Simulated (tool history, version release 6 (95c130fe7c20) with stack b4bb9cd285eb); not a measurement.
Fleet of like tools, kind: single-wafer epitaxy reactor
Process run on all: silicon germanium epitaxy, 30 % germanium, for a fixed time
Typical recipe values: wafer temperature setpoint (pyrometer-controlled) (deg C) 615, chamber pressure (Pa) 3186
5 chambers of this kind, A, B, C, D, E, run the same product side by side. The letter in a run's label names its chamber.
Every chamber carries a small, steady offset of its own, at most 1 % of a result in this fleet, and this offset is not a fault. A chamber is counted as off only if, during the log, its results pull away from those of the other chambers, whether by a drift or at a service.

run   hour  wafer temperature setpoint (pyrometer-controlled) (deg C)  chamber pressure (Pa)  hours since the last pyrometer calibration  hours since the last manometer calibration  read-back reference wafer on the same gauge, thickness_nm  mean film thickness on the monitor wafer (nm)
 1B      5                                                        615                   3186                                       210.2                                       190.4                                                     88.831                                         83.218
 2D    9.6                                                        615                   3186                                      1906.7                                       551.2                                                     88.806                                         82.863
 3A   12.8                                                        615                   3186                                      2345.8                                       336.2                                                       88.8                                         82.963
 4E   16.3                                                        615                   3186                                       253.8                                      1630.1                                                     88.796                                         82.194
 5C   20.9                                                        615                   3186                                      1025.8                                      2009.8                                                     88.823                                         83.092
 6E   26.4                                                        608                   3813                                       263.9                                      1640.2                                                      88.84                                         78.751
 7B   31.3                                                        608                   3813                                       236.5                                       216.7                                                      88.76                                         79.093
 8D   35.5                                                        608                   3813                                      1932.6                                       577.1                                                     88.864                                         78.508
 9A   41.2                                                        608                   3813                                      2374.2                                       364.6                                                      88.75                                          78.61
10C   44.8                                                        608                   3813                                      1049.7                                      2033.7                                                     88.773                                         78.447
11A   49.9                                                        615                   3186                                      2382.9                                       373.3                                                     88.785                                         83.239
12C   52.6                                                        606                   3706                                      1057.5                                      2041.5                                                     88.804                                         74.729
13E   56.3                                                        606                   3706                                       293.8                                      1670.1                                                     88.819                                         74.341
14B   59.4                                                        606                   3706                                       264.6                                       244.8                                                     88.756                                         75.079
15D   63.3                                                        606                   3706                                      1960.4                                       604.9                                                     88.831                                         75.056
16D   67.4                                                        606                   3706                                      1964.5                                         609                                                     88.822                                         74.973
17C   70.8                                                        615                   3186                                      1075.7                                      2059.7                                                       88.8                                         83.102
18B   75.9                                                        615                   3186                                       281.1                                       261.3                                                      88.84                                         83.131
19E   81.5                                                        624                   3480                                         319                                      1695.3                                                     88.854                                          99.57
20A   85.5                                                        624                   3480                                      2418.5                                       408.9                                                     88.771                                         101.54
21A   91.3                                                        624                   3480                                      2424.3                                       414.7                                                     88.826                                         100.89
22E   96.4                                                        624                   3480                                       333.9                                      1710.2                                                     88.735                                         99.665
23C   99.4                                                        624                   3480                                      1104.3                                      2088.3                                                     88.744                                         100.67
24D  103.1                                                        615                   3186                                      2000.2                                       644.7                                                     88.767                                         83.141
25B    109                                                        615                   3186                                       314.2                                       294.4                                                     88.803                                         83.213
26D  112.4                                                        615                   3186                                      2009.5                                         654                                                     88.798                                         83.121
27C  116.6                                                        615                   3906                                      1121.5                                      2105.5                                                     88.821                                         89.831
28E  119.4                                                        615                   3906                                       356.9                                      1733.2                                                     88.813                                         89.336
29A  122.8                                                        615                   3906                                      2455.8                                       446.2                                                     88.766                                         91.064
30B  125.4                                                        615                   3906                                       330.6                                       310.8                                                     88.815                                         89.698
31E  128.9                                                        615                   3906                                       366.4                                      1742.7                                                     88.853                                         89.759
32C  133.8                                                        615                   3186                                      1138.7                                      2122.7                                                     88.844                                         82.947
33B  139.6                                                        622                   3186                                       344.8                                         325                                                     88.788                                         93.579
34A  142.8                                                        622                   3186                                      2475.8                                       466.2                                                     88.828                                         95.441
35D  147.2                                                        622                   3186                                      2044.3                                       688.8                                                     88.857                                           93.5
36D  151.6                                                        622                   3186                                      2048.7                                       693.2                                                     88.731                                         94.114
37E  154.9                                                        622                   3186                                       392.4                                      1768.7                                                      88.82                                         92.833

Next, every chamber runs the same settings. What will each give?
38A  159.1                                                        615                   3186                                                                                                                                                                                                 ?
38B  159.1                                                        615                   3186                                                                                                                                                                                                 ?
38C  159.1                                                        615                   3186                                                                                                                                                                                                 ?
38D  159.1                                                        615                   3186                                                                                                                                                                                                 ?
38E  159.1                                                        615                   3186                                                                                                                                                                                                 ?

run  mean film thickness on the monitor wafer (nm)
38A                                         84.152
38B                                         83.009
38C                                         82.786
38D                                          83.26
38E                                         82.125

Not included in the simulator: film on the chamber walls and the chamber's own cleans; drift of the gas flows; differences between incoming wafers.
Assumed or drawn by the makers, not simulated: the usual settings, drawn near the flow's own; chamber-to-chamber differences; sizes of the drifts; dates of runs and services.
